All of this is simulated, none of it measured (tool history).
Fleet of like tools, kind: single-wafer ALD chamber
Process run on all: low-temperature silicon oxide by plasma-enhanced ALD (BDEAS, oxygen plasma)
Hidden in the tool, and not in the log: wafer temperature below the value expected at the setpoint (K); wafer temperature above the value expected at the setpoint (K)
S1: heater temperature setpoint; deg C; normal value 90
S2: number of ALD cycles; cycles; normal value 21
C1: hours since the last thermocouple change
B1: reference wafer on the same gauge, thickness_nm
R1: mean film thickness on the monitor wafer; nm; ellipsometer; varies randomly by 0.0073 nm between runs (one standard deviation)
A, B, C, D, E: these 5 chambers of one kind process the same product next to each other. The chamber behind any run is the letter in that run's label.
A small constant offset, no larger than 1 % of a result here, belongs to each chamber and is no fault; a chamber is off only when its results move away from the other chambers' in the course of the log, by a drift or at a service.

{"run": "1D", "day": 0.225, "S1": 90, "S2": 21, "C1": 619.2, "B1": 2.519, "R1": 3.1404}
{"run": "2E", "day": 0.562, "S1": 90, "S2": 21, "C1": 161.5, "B1": 2.5208, "R1": 3.1195}
{"day": 0.575, "done": "chamber A: thermocouple changed; heater temperature recalibrated"}
{"run": "3C", "day": 0.883, "S1": 90, "S2": 21, "C1": 303.4, "B1": 2.518, "R1": 3.1134}
{"run": "4A", "day": 1.142, "S1": 90, "S2": 21, "C1": 13.7, "B1": 2.5197, "R1": 3.1194}
{"run": "5B", "day": 1.429, "S1": 90, "S2": 21, "C1": 878.5, "B1": 2.5202, "R1": 3.105}
{"run": "6C", "day": 1.625, "S1": 77, "S2": 23, "C1": 321.2, "B1": 2.5205, "R1": 3.5672}
{"run": "7B", "day": 1.817, "S1": 77, "S2": 23, "C1": 887.8, "B1": 2.5199, "R1": 3.5552}
{"run": "8A", "day": 2.083, "S1": 77, "S2": 23, "C1": 36.3, "B1": 2.5208, "R1": 3.567}
{"run": "9D", "day": 2.296, "S1": 77, "S2": 23, "C1": 668.9, "B1": 2.5209, "R1": 3.5995}
{"run": "10E", "day": 2.546, "S1": 77, "S2": 23, "C1": 209.1, "B1": 2.5205, "R1": 3.5953}
{"run": "11E", "day": 2.8, "S1": 90, "S2": 21, "C1": 215.2, "B1": 2.5207, "R1": 3.1275}
{"run": "12C", "day": 3.075, "S1": 99, "S2": 17, "C1": 356, "B1": 2.5213, "R1": 2.4512}
{"day": 3.217, "done": "chamber B: thermocouple changed; heater temperature recalibrated"}
{"run": "13B", "day": 3.317, "S1": 99, "S2": 17, "C1": 2.4, "B1": 2.5208, "R1": 2.4396}
{"run": "14A", "day": 3.488, "S1": 99, "S2": 17, "C1": 70, "B1": 2.5201, "R1": 2.45}
{"run": "15D", "day": 3.675, "S1": 99, "S2": 17, "C1": 702, "B1": 2.5208, "R1": 2.4452}
{"run": "16E", "day": 4.0, "S1": 99, "S2": 17, "C1": 244, "B1": 2.5193, "R1": 2.4413}
{"run": "17D", "day": 4.304, "S1": 90, "S2": 21, "C1": 717.1, "B1": 2.5204, "R1": 3.1352}
{"run": "18C", "day": 4.608, "S1": 90, "S2": 21, "C1": 392.8, "B1": 2.5209, "R1": 3.1108}
{"run": "19A", "day": 4.892, "S1": 90, "S2": 21, "C1": 103.7, "B1": 2.5216, "R1": 3.1295}
{"run": "20B", "day": 5.129, "S1": 90, "S2": 21, "C1": 45.9, "B1": 2.5202, "R1": 3.1155}
{"run": "21E", "day": 5.421, "S1": 90, "S2": 21, "C1": 278.1, "B1": 2.5199, "R1": 3.1265}
{"run": "22D", "day": 5.808, "S1": 90, "S2": 21, "C1": 753.2, "B1": 2.5203, "R1": 3.145}
{"run": "23C", "day": 6.062, "S1": 90, "S2": 21, "C1": 427.7, "B1": 2.5197, "R1": 3.1148}
{"run": "24A", "day": 6.279, "S1": 90, "S2": 21, "C1": 137, "B1": 2.5191, "R1": 3.1167}
{"run": "25B", "day": 6.521, "S1": 90, "S2": 21, "C1": 79.3, "B1": 2.5215, "R1": 3.1072}
{"run": "26E", "day": 6.75, "S1": 90, "S2": 21, "C1": 310, "B1": 2.5192, "R1": 3.1321}
{"run": "27A", "day": 7.121, "S1": 97, "S2": 23, "C1": 157.2, "B1": 2.5206, "R1": 3.349}
{"run": "28D", "day": 7.4, "S1": 97, "S2": 23, "C1": 791.4, "B1": 2.5187, "R1": 3.362}
{"run": "29B", "day": 7.579, "S1": 97, "S2": 23, "C1": 104.7, "B1": 2.52, "R1": 3.3353}
{"run": "30C", "day": 7.829, "S1": 97, "S2": 23, "C1": 470.1, "B1": 2.5181, "R1": 3.3241}
{"run": "31D", "day": 8.104, "S1": 97, "S2": 23, "C1": 808.3, "B1": 2.519, "R1": 3.3473}
{"run": "32A", "day": 8.396, "S1": 90, "S2": 21, "C1": 187.8, "B1": 2.5205, "R1": 3.1267}
{"run": "33B", "day": 8.679, "S1": 90, "S2": 21, "C1": 131.1, "B1": 2.5216, "R1": 3.1176}
{"run": "34E", "day": 9.067, "S1": 90, "S2": 21, "C1": 365.6, "B1": 2.5198, "R1": 3.121}
{"run": "35C", "day": 9.317, "S1": 90, "S2": 21, "C1": 505.8, "B1": 2.5199, "R1": 3.1128}
{"run": "36C", "day": 9.583, "S1": 90, "S2": 21, "C1": 512.2, "B1": 2.5196, "R1": 3.1221}
{"run": "37A", "day": 9.879, "S1": 84, "S2": 24, "C1": 223.4, "B1": 2.522, "R1": 3.6375}
{"run": "38B", "day": 10.083, "S1": 84, "S2": 24, "C1": 164.8, "B1": 2.5189, "R1": 3.6201}
{"run": "39D", "day": 10.283, "S1": 84, "S2": 24, "C1": 860.6, "B1": 2.521, "R1": 3.6501}
{"run": "40E", "day": 10.588, "S1": 84, "S2": 24, "C1": 402.1, "B1": 2.5206, "R1": 3.6253}
{"run": "41C", "day": 10.933, "S1": 84, "S2": 24, "C1": 544.6, "B1": 2.5195, "R1": 3.6355}
{"run": "42B", "day": 11.133, "S1": 90, "S2": 21, "C1": 190, "B1": 2.5216, "R1": 3.1164}
{"run": "43D", "day": 11.512, "S1": 90, "S2": 19, "C1": 890.1, "B1": 2.5195, "R1": 2.839}

Next, all 5 chambers run the settings below, one line each with question marks for the results. What does each chamber give?
{"run": "44A", "day": 11.792, "S1": 90, "S2": 21, "R1": "?"}
{"run": "44B", "day": 11.792, "S1": 90, "S2": 21, "R1": "?"}
{"run": "44C", "day": 11.792, "S1": 90, "S2": 21, "R1": "?"}
{"run": "44D", "day": 11.792, "S1": 90, "S2": 21, "R1": "?"}
{"run": "44E", "day": 11.792, "S1": 90, "S2": 21, "R1": "?"}

run=44A R1=3.1168
run=44B R1=3.1212
run=44C R1=3.1326
run=44D R1=3.1226
run=44E R1=3.1322
